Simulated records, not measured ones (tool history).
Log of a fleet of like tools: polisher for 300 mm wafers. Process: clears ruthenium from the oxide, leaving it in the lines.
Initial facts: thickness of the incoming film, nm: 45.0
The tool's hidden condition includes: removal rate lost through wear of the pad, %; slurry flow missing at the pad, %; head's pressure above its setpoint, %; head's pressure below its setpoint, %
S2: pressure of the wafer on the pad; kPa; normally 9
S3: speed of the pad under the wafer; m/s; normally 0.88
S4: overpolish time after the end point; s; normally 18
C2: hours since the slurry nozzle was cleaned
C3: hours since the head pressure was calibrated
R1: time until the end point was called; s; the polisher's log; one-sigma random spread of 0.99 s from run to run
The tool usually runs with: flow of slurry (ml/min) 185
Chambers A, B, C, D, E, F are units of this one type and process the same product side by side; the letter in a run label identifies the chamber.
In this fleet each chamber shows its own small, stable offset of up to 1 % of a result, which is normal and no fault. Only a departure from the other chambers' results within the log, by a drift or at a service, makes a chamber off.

Run 1C, hour 9.6: usual settings; wafers polished on this pad 626; C2 271.5; C3 660.9. Result: R1 71.68 s.
At hour 11.7: chamber D: slurry nozzle cleaned.
Run 2B, hour 20.6: usual settings; wafers polished on this pad 809; C2 75.9; C3 744.7. Result: R1 71.196 s.
At hour 26.1: chamber C: worn pad replaced by a new one.
Run 3A, hour 30.4: usual settings; wafers polished on this pad 900; C2 408.7; C3 672.7. Result: R1 71.685 s.
At hour 33.8: chamber C: slurry nozzle cleaned.
Run 4F, hour 42.1: usual settings; wafers polished on this pad 867; C2 90.6; C3 99.3. Result: R1 69.595 s.
At hour 48.9: chamber E: worn pad replaced by a new one.
Run 5D, hour 52.3: usual settings; wafers polished on this pad 1060; C2 40.6; C3 663.7. Result: R1 70.514 s.
At hour 52.7: chamber A: worn pad replaced by a new one.
Run 6E, hour 59.4: usual settings; wafers polished on this pad 139; C2 377.5; C3 831.2. Result: R1 71.356 s.
Run 7A, hour 65.4: usual settings; wafers polished on this pad 169; C2 443.7; C3 707.7. Result: R1 71.696 s.
At hour 72.7: chamber B: worn pad replaced by a new one.
Run 8C, hour 74.7: usual settings; wafers polished on this pad 645; C2 40.9; C3 726. Result: R1 70.27 s.
Run 9F, hour 85: usual settings; wafers polished on this pad 1436; C2 133.5; C3 142.2. Result: R1 71.06 s.
At hour 89.1: chamber F: worn pad replaced by a new one.
At hour 89.5: chamber D: worn pad replaced by a new one.
Run 10E, hour 92.5: usual settings; wafers polished on this pad 579; C2 410.6; C3 864.3. Result: R1 69.858 s.
At hour 93.1: chamber C: worn pad replaced by a new one.
Run 11B, hour 101.7: usual settings; wafers polished on this pad 386; C2 157; C3 825.8. Result: R1 71.503 s.
Run 12D, hour 107.2: usual settings; wafers polished on this pad 235; C2 95.5; C3 718.6. Result: R1 70.161 s.
Run 13D, hour 112.9: usual settings; wafers polished on this pad 310; C2 101.2; C3 724.3. Result: R1 71.814 s.
Run 14A, hour 119.6: usual settings but S4 10 s; wafers polished on this pad 888; C2 497.9; C3 761.9. Result: R1 71.105 s.
Run 15B, hour 127.3: usual settings but S4 10 s; wafers polished on this pad 725; C2 182.6; C3 851.4. Result: R1 70.236 s.
Run 16C, hour 139: usual settings but S4 10 s; wafers polished on this pad 610; C2 105.2; C3 790.3. Result: R1 72.155 s.
At hour 140.1: chamber A: head pressure recalibrated.
At hour 142.3: chamber A: worn pad replaced by a new one.
Run 17E, hour 144.7: usual settings but S4 10 s; wafers polished on this pad 1272; C2 462.8; C3 916.5. Result: R1 71.706 s.
At hour 146.2: chamber E: worn pad replaced by a new one.
Run 18F, hour 156.6: usual settings but S4 10 s; wafers polished on this pad 896; C2 205.1; C3 213.8. Result: R1 69.316 s.
Run 19B, hour 162.3: usual settings but S4 10 s; wafers polished on this pad 1190; C2 217.6; C3 886.4. Result: R1 69.768 s.
At hour 168.1: chamber C: worn pad replaced by a new one.
Run 20E, hour 170.5: usual settings but S4 26 s; wafers polished on this pad 322; C2 488.6; C3 942.3. Result: R1 70.65 s.
At hour 173.9: chamber B: worn pad replaced by a new one.
Run 21D, hour 178.5: usual settings but S4 26 s; wafers polished on this pad 1181; C2 166.8; C3 789.9. Result: R1 69.782 s.
Run 22F, hour 186.3: usual settings but S4 26 s; wafers polished on this pad 1290; C2 234.8; C3 243.5. Result: R1 69.991 s.
Run 23C, hour 195.6: usual settings but S4 26 s; wafers polished on this pad 365; C2 161.8; C3 846.9. Result: R1 71.018 s.
At hour 199.4: chamber F: worn pad replaced by a new one.
At hour 200.8: chamber E: slurry nozzle cleaned.
Run 24A, hour 203.6: usual settings but S4 26 s; wafers polished on this pad 814; C2 581.9; C3 63.5. Result: R1 70.722 s.
At hour 203.8: chamber D: worn pad replaced by a new one.
Run 25E, hour 214.8: usual settings but S4 26 s; wafers polished on this pad 910; C2 14; C3 986.6. Result: R1 69.456 s.
Run 26C, hour 226.8: usual settings but S2 11 kPa, S3 1.06 m/s; wafers polished on this pad 779; C2 193; C3 878.1. Result: R1 48.123 s.
At hour 229.8: chamber A: worn pad replaced by a new one.
Run 27B, hour 235.8: usual settings but S2 11 kPa, S3 1.06 m/s; wafers polished on this pad 822; C2 291.1; C3 959.9. Result: R1 47.802 s.
At hour 241.5: chamber E: worn pad replaced by a new one.
At hour 244.1: chamber C: worn pad replaced by a new one.
Run 28A, hour 246.6: usual settings but S2 11 kPa, S3 1.06 m/s; wafers polished on this pad 223; C2 624.9; C3 106.5. Result: R1 48.496 s.
Run 29F, hour 257.3: usual settings but S2 11 kPa, S3 1.06 m/s; wafers polished on this pad 768; C2 305.8; C3 314.5. Result: R1 46.421 s.
Run 30D, hour 269.2: usual settings but S2 11 kPa, S3 1.06 m/s; wafers polished on this pad 868; C2 257.5; C3 880.6. Result: R1 46.478 s.
Run 31E, hour 274.9: usual settings but S2 11 kPa, S3 1.06 m/s; wafers polished on this pad 444; C2 74.1; C3 1046.7. Result: R1 48.255 s.
Run 32A, hour 280.9: usual settings; wafers polished on this pad 678; C2 659.2; C3 140.8. Result: R1 70.961 s.
Run 33F, hour 288.6: usual settings; wafers polished on this pad 1183; C2 337.1; C3 345.8. Result: R1 71.823 s.
At hour 295.2: chamber B: worn pad replaced by a new one.
Run 34B, hour 299.2: usual settings; wafers polished on this pad 53; C2 354.5; C3 1023.3. Result: R1 70.063 s.
Run 35C, hour 307: usual settings; wafers polished on this pad 835; C2 273.2; C3 958.3. Result: R1 68.965 s.
At hour 309.4: chamber C: worn pad replaced by a new one.
At hour 314.6: chamber A: worn pad replaced by a new one.
Run 36D, hour 316: usual settings; wafers polished on this pad 1489; C2 304.3; C3 927.4. Result: R1 70.701 s.
At hour 319.9: chamber C: slurry nozzle cleaned.
At hour 320: chamber D: worn pad replaced by a new one.
Run 37C, hour 322.5: usual settings; wafers polished on this pad 174; C2 2.6; C3 973.8. Result: R1 70.813 s.
Run 38A, hour 328.2: usual settings; wafers polished on this pad 180; C2 706.5; C3 188.1. Result: R1 70.769 s.
Run 39D, hour 335.1: usual settings; wafers polished on this pad 201; C2 323.4; C3 946.5. Result: R1 70.376 s.
Run 40B, hour 345: usual settings; wafers polished on this pad 661; C2 400.3; C3 1069.1. Result: R1 71.811 s.

Each of the 6 chambers runs these same settings next. Fill in every chamber's results:
Run 41A, hour 353.8: usual settings. Result: R1 ?.
Run 41B, hour 353.8: usual settings. Result: R1 ?.
Run 41C, hour 353.8: usual settings. Result: R1 ?.
Run 41D, hour 353.8: usual settings. Result: R1 ?.
Run 41E, hour 353.8: usual settings. Result: R1 ?.
Run 41F, hour 353.8: usual settings. Result: R1 ?.

run      R1
41A  70.535
41B  69.245
41C  70.213
41D  68.499
41E  71.244
41F  70.861
